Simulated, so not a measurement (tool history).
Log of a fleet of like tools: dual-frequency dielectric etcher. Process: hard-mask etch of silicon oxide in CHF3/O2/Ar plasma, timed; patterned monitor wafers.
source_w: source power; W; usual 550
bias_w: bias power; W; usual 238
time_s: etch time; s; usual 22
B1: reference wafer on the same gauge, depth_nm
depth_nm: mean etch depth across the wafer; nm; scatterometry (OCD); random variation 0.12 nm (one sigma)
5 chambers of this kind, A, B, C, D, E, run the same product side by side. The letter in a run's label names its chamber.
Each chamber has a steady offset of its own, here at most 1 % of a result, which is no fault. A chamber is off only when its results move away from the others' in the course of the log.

{"day": 0.158, "done": "chamber B: source power generator calibrated"}
{"run": "1D", "day": 0.438, "source_w": 550, "bias_w": 238, "time_s": 22, "B1": 43.21, "depth_nm": 46.348}
{"run": "2C", "day": 0.717, "source_w": 550, "bias_w": 238, "time_s": 22, "B1": 43.193, "depth_nm": 46.52}
{"run": "3E", "day": 1.021, "source_w": 550, "bias_w": 238, "time_s": 22, "B1": 43.182, "depth_nm": 45.885}
{"run": "4B", "day": 1.471, "source_w": 550, "bias_w": 238, "time_s": 22, "B1": 43.203, "depth_nm": 46.027}
{"run": "5A", "day": 1.958, "source_w": 550, "bias_w": 238, "time_s": 18.5, "B1": 43.166, "depth_nm": 38.784}
{"run": "6E", "day": 2.45, "source_w": 550, "bias_w": 238, "time_s": 18.5, "B1": 43.232, "depth_nm": 38.806}
{"run": "7C", "day": 2.817, "source_w": 550, "bias_w": 238, "time_s": 18.5, "B1": 43.192, "depth_nm": 39.099}
{"day": 3.212, "done": "chamber E: wet clean of the chamber"}
{"run": "8A", "day": 3.329, "source_w": 550, "bias_w": 238, "time_s": 18.5, "B1": 43.214, "depth_nm": 38.681}
{"run": "9B", "day": 3.721, "source_w": 550, "bias_w": 238, "time_s": 18.5, "B1": 43.213, "depth_nm": 38.908}
{"run": "10D", "day": 4.029, "source_w": 550, "bias_w": 238, "time_s": 22, "B1": 43.21, "depth_nm": 46.236}
{"run": "11E", "day": 4.529, "source_w": 550, "bias_w": 238, "time_s": 22, "B1": 43.205, "depth_nm": 46.245}
{"run": "12A", "day": 4.758, "source_w": 550, "bias_w": 238, "time_s": 22, "B1": 43.18, "depth_nm": 45.906}
{"run": "13D", "day": 5.275, "source_w": 550, "bias_w": 238, "time_s": 22, "B1": 43.201, "depth_nm": 46.408}
{"run": "14B", "day": 5.517, "source_w": 550, "bias_w": 238, "time_s": 22, "B1": 43.2, "depth_nm": 46.1}
{"run": "15C", "day": 5.917, "source_w": 550, "bias_w": 238, "time_s": 22, "B1": 43.23, "depth_nm": 46.335}
{"run": "16B", "day": 6.154, "source_w": 550, "bias_w": 238, "time_s": 22, "B1": 43.195, "depth_nm": 46.068}
{"run": "17C", "day": 6.6, "source_w": 550, "bias_w": 238, "time_s": 24, "B1": 43.165, "depth_nm": 50.652}
{"run": "18D", "day": 6.867, "source_w": 550, "bias_w": 238, "time_s": 24, "B1": 43.2, "depth_nm": 50.577}
{"run": "19A", "day": 7.171, "source_w": 550, "bias_w": 238, "time_s": 24, "B1": 43.202, "depth_nm": 50.244}
{"run": "20E", "day": 7.438, "source_w": 550, "bias_w": 238, "time_s": 24, "B1": 43.208, "depth_nm": 50.191}
{"run": "21A", "day": 7.896, "source_w": 550, "bias_w": 238, "time_s": 24, "B1": 43.229, "depth_nm": 50.346}
{"run": "22D", "day": 8.296, "source_w": 550, "bias_w": 238, "time_s": 22, "B1": 43.196, "depth_nm": 46.406}
{"run": "23B", "day": 8.717, "source_w": 550, "bias_w": 238, "time_s": 22, "B1": 43.21, "depth_nm": 46.064}
{"day": 8.996, "done": "chamber A: source power generator calibrated"}
{"run": "24E", "day": 9.167, "source_w": 550, "bias_w": 238, "time_s": 22, "B1": 43.214, "depth_nm": 46.096}
{"run": "25C", "day": 9.642, "source_w": 550, "bias_w": 238, "time_s": 20, "B1": 43.209, "depth_nm": 42.295}
{"day": 9.783, "done": "chamber C: wet clean of the chamber"}
{"run": "26C", "day": 10.125, "source_w": 550, "bias_w": 238, "time_s": 20, "B1": 43.204, "depth_nm": 42.295}
{"run": "27B", "day": 10.604, "source_w": 550, "bias_w": 238, "time_s": 20, "B1": 43.185, "depth_nm": 41.773}
{"run": "28E", "day": 10.858, "source_w": 550, "bias_w": 238, "time_s": 20, "B1": 43.187, "depth_nm": 41.84}
{"run": "29A", "day": 11.142, "source_w": 550, "bias_w": 238, "time_s": 20, "B1": 43.201, "depth_nm": 42.026}
{"day": 11.583, "done": "chamber D: wet clean of the chamber"}
{"run": "30D", "day": 11.629, "source_w": 550, "bias_w": 238, "time_s": 22, "B1": 43.219, "depth_nm": 46.404}
{"run": "31B", "day": 12.021, "source_w": 550, "bias_w": 238, "time_s": 22, "B1": 43.202, "depth_nm": 45.92}
{"run": "32E", "day": 12.546, "source_w": 550, "bias_w": 181, "time_s": 22, "B1": 43.187, "depth_nm": 42.012}
{"run": "33A", "day": 12.912, "source_w": 550, "bias_w": 181, "time_s": 22, "B1": 43.212, "depth_nm": 42.037}
{"run": "34C", "day": 13.188, "source_w": 550, "bias_w": 181, "time_s": 22, "B1": 43.214, "depth_nm": 42.348}
{"day": 13.312, "done": "chamber A: wet clean of the chamber"}
{"run": "35D", "day": 13.679, "source_w": 550, "bias_w": 181, "time_s": 22, "B1": 43.175, "depth_nm": 42.034}
{"run": "36A", "day": 13.917, "source_w": 550, "bias_w": 181, "time_s": 22, "B1": 43.21, "depth_nm": 41.922}
{"run": "37E", "day": 14.175, "source_w": 550, "bias_w": 238, "time_s": 22, "B1": 43.214, "depth_nm": 45.972}
{"run": "38D", "day": 14.558, "source_w": 550, "bias_w": 238, "time_s": 22, "B1": 43.179, "depth_nm": 46.336}
{"run": "39B", "day": 15.067, "source_w": 550, "bias_w": 238, "time_s": 22, "B1": 43.214, "depth_nm": 46.254}

All 5 chambers run these settings next. Forecast each chamber's results:
{"run": "40A", "day": 15.446, "source_w": 550, "bias_w": 238, "time_s": 18.5, "depth_nm": "?"}
{"run": "40B", "day": 15.446, "source_w": 550, "bias_w": 238, "time_s": 18.5, "depth_nm": "?"}
{"run": "40C", "day": 15.446, "source_w": 550, "bias_w": 238, "time_s": 18.5, "depth_nm": "?"}
{"run": "40D", "day": 15.446, "source_w": 550, "bias_w": 238, "time_s": 18.5, "depth_nm": "?"}
{"run": "40E", "day": 15.446, "source_w": 550, "bias_w": 238, "time_s": 18.5, "depth_nm": "?"}

run=40A depth_nm=38.768
run=40B depth_nm=38.675
run=40C depth_nm=39.023
run=40D depth_nm=39.014
run=40E depth_nm=38.661
